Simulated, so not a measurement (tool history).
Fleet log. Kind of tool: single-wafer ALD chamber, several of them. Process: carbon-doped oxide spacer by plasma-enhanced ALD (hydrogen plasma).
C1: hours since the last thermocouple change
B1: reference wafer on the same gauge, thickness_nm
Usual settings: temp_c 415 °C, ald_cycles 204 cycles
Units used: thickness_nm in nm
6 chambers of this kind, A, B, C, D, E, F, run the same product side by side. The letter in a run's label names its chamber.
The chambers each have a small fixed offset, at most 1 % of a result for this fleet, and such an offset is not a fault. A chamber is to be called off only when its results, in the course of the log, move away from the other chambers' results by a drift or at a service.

Run 1F, hour 2.8: usual settings; C1 2256.0; B1 9.0973. Result: thickness_nm 9.6668 nm.
Run 2D, hour 4.9: usual settings; C1 1298.2; B1 9.0998. Result: thickness_nm 9.8349 nm.
Run 3A, hour 7.3: usual settings; C1 644.7; B1 9.1037. Result: thickness_nm 9.7999 nm.
Run 4B, hour 9.4: usual settings; C1 912.7; B1 9.1040. Result: thickness_nm 9.8170 nm.
Run 5E, hour 12.4: usual settings; C1 16.1; B1 9.1083. Result: thickness_nm 9.8092 nm.
Run 6C, hour 15.5: usual settings; C1 2610.3; B1 9.1094. Result: thickness_nm 9.8225 nm.
Run 7C, hour 18.7: usual settings; C1 2613.5; B1 9.1108. Result: thickness_nm 9.7884 nm.
Run 8B, hour 20.9: usual settings; C1 924.2; B1 9.1103. Result: thickness_nm 9.8104 nm.
Run 9F, hour 24.5: usual settings; C1 2277.7; B1 9.1150. Result: thickness_nm 9.6717 nm.
Run 10D, hour 28.1: usual settings; C1 1321.4; B1 9.1137. Result: thickness_nm 9.8072 nm.
Run 11A, hour 31.4: usual settings; C1 668.8; B1 9.1179. Result: thickness_nm 9.7986 nm.
At hour 31.6: chamber C: thermocouple changed; heater temperature recalibrated.
Run 12E, hour 35.4: usual settings; C1 39.1; B1 9.1252. Result: thickness_nm 9.8389 nm.
Run 13C, hour 39.2: usual settings; C1 7.6; B1 9.1235. Result: thickness_nm 9.8207 nm.
Run 14F, hour 42.1: usual settings; C1 2295.3; B1 9.1259. Result: thickness_nm 9.7053 nm.
Run 15E, hour 45.7: usual settings; C1 49.4; B1 9.1248. Result: thickness_nm 9.8249 nm.
Run 16D, hour 47.5: usual settings; C1 1340.8; B1 9.1242. Result: thickness_nm 9.8366 nm.
Run 17A, hour 49.9: usual settings; C1 687.3; B1 9.1262. Result: thickness_nm 9.8091 nm.
Run 18B, hour 53.7: usual settings; C1 957.0; B1 9.1270. Result: thickness_nm 9.8314 nm.
Run 19B, hour 57.2: usual settings; C1 960.5; B1 9.1328. Result: thickness_nm 9.8305 nm.
Run 20D, hour 60.2: usual settings; C1 1353.5; B1 9.1312. Result: thickness_nm 9.8267 nm.
Run 21F, hour 62.4: usual settings; C1 2315.6; B1 9.1389. Result: thickness_nm 9.7062 nm.
Run 22C, hour 64.9: usual settings; C1 33.3; B1 9.1379. Result: thickness_nm 9.8555 nm.
Run 23E, hour 67.0: usual settings; C1 70.7; B1 9.1377. Result: thickness_nm 9.8410 nm.
Run 24A, hour 70.1: usual settings; C1 707.5; B1 9.1404. Result: thickness_nm 9.8287 nm.
Run 25E, hour 72.4: usual settings; C1 76.1; B1 9.1439. Result: thickness_nm 9.8410 nm.
Run 26D, hour 76.3: usual settings; C1 1369.6; B1 9.1427. Result: thickness_nm 9.8281 nm.
Run 27F, hour 78.3: usual settings; C1 2331.5; B1 9.1506. Result: thickness_nm 9.7293 nm.
Run 28B, hour 80.4: usual settings; C1 983.7; B1 9.1479. Result: thickness_nm 9.8154 nm.
Run 29A, hour 83.5: usual settings; C1 720.9; B1 9.1477. Result: thickness_nm 9.8213 nm.
Run 30C, hour 87.3: usual settings; C1 55.7; B1 9.1483. Result: thickness_nm 9.8362 nm.
Run 31F, hour 91.1: usual settings; C1 2344.3; B1 9.1563. Result: thickness_nm 9.7079 nm.
Run 32E, hour 93.1: usual settings; C1 96.8; B1 9.1561. Result: thickness_nm 9.8629 nm.
Run 33D, hour 95.8: usual settings; C1 1389.1; B1 9.1529. Result: thickness_nm 9.8790 nm.
Run 34C, hour 99.2: usual settings but temp_c 410 °C, ald_cycles 167 cycles; C1 67.6; B1 9.1578. Result: thickness_nm 8.1869 nm.
Run 35B, hour 103.0: usual settings but temp_c 410 °C, ald_cycles 167 cycles; C1 1006.3; B1 9.1586. Result: thickness_nm 8.2096 nm.
Run 36A, hour 107.1: usual settings but temp_c 410 °C, ald_cycles 167 cycles; C1 744.5; B1 9.1611. Result: thickness_nm 8.1762 nm.
Run 37A, hour 109.7: usual settings but temp_c 410 °C, ald_cycles 167 cycles; C1 747.1; B1 9.1616. Result: thickness_nm 8.1777 nm.

Read the log: is a single chamber off, either drifting away or since a service, is the gauge that measures every chamber drifting, or is nothing wrong beyond small per-chamber offsets? Name any odd chamber and what most likely caused it.

Every chamber seems to shift together because the gauge that measures them all drifts; the chambers themselves are fine.
Most likely cause: gauge reads high (%) = 0.713.
